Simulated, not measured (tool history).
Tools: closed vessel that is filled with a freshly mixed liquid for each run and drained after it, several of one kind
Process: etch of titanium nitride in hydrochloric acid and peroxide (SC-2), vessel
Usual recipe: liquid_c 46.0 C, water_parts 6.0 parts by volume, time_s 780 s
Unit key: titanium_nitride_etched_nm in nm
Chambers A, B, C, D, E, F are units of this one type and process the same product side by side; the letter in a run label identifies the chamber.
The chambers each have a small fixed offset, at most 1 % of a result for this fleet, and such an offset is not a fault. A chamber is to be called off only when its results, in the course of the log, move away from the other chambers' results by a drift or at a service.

run,hour,liquid_c,water_parts,time_s,"read-back film thickness of the titanium nitride reference wafer, read on the same gauge (nm)",titanium_nitride_etched_nm
1D,9.8,46.0,6.0,780,80.017,21.636
2A,15.0,46.0,6.0,780,79.999,21.044
3E,21.5,46.0,6.0,780,79.983,21.648
4C,29.2,46.0,6.0,780,79.995,21.604
5F,33.7,46.0,6.0,780,80.001,21.363
6B,40.8,46.0,6.0,780,80.025,21.165
7E,50.5,46.0,6.0,780,79.976,21.006
8A,56.7,46.0,6.0,780,79.983,21.424
9F,65.7,46.0,6.0,780,79.993,21.366
10B,75.2,46.0,6.0,780,80.027,21.297
11D,83.4,39.5,8.5,780,79.969,10.380
12C,91.5,39.5,8.5,780,79.989,10.348
13C,100.0,39.5,8.5,780,80.000,10.419
14D,107.7,39.5,8.5,780,80.015,10.424
15B,112.0,39.5,8.5,780,79.997,10.511
16A,119.8,39.5,8.5,780,79.998,10.367
17F,127.2,46.0,6.0,780,79.991,21.315
18E,131.9,46.0,6.0,780,80.011,21.230
19B,138.2,55.5,7.0,780,80.003,35.646
20D,143.4,55.5,7.0,780,79.969,36.214
21C,150.2,55.5,7.0,780,80.004,35.681
22F,157.9,55.5,7.0,780,79.987,35.919
# hour 158.7: chamber F: chemicals flow meter replaced
# hour 162.6: chamber B: new drum of peroxide connected
23E,167.3,55.5,7.0,780,80.024,35.540
# hour 170.4: chamber F: new drum of peroxide connected
24A,174.6,55.5,7.0,780,79.975,35.797
25D,180.1,46.0,6.0,780,79.999,21.100
26E,185.9,46.0,6.0,780,79.994,21.370
27F,191.9,46.0,6.0,780,80.006,21.201
28B,197.8,55.0,8.5,780,80.028,29.555
29C,204.6,55.0,8.5,780,80.010,29.540
30A,211.2,55.0,8.5,780,79.987,29.489
31E,217.8,55.0,8.5,780,79.978,28.986
32C,225.6,55.0,8.5,780,79.976,29.464
# hour 228.6: chamber D: new drum of peroxide connected
33D,233.9,55.0,8.5,780,79.982,30.028
34A,241.8,46.0,6.0,780,80.017,21.339
35B,250.6,46.0,8.0,780,80.015,17.339
36F,255.6,46.0,8.0,780,79.998,17.055
37B,264.7,46.0,8.0,780,79.989,16.796
# hour 265.9: chamber E: new drum of peroxide connected
38E,271.3,46.0,8.0,780,80.006,17.223
39A,280.3,46.0,8.0,780,80.002,17.163
40C,287.9,46.0,8.0,780,80.024,17.065
41D,296.8,46.0,6.0,780,80.012,21.597
42F,302.4,46.0,6.0,780,80.011,21.217

Decide between three cases: one chamber stands off from its peers, the gauge reading all wafers drifts, or nothing is wrong past each chamber's small offset. Where a chamber is off, say which and what most likely put it there.

Beyond each chamber's small constant offset nothing stands out, and the gauge stays steady.
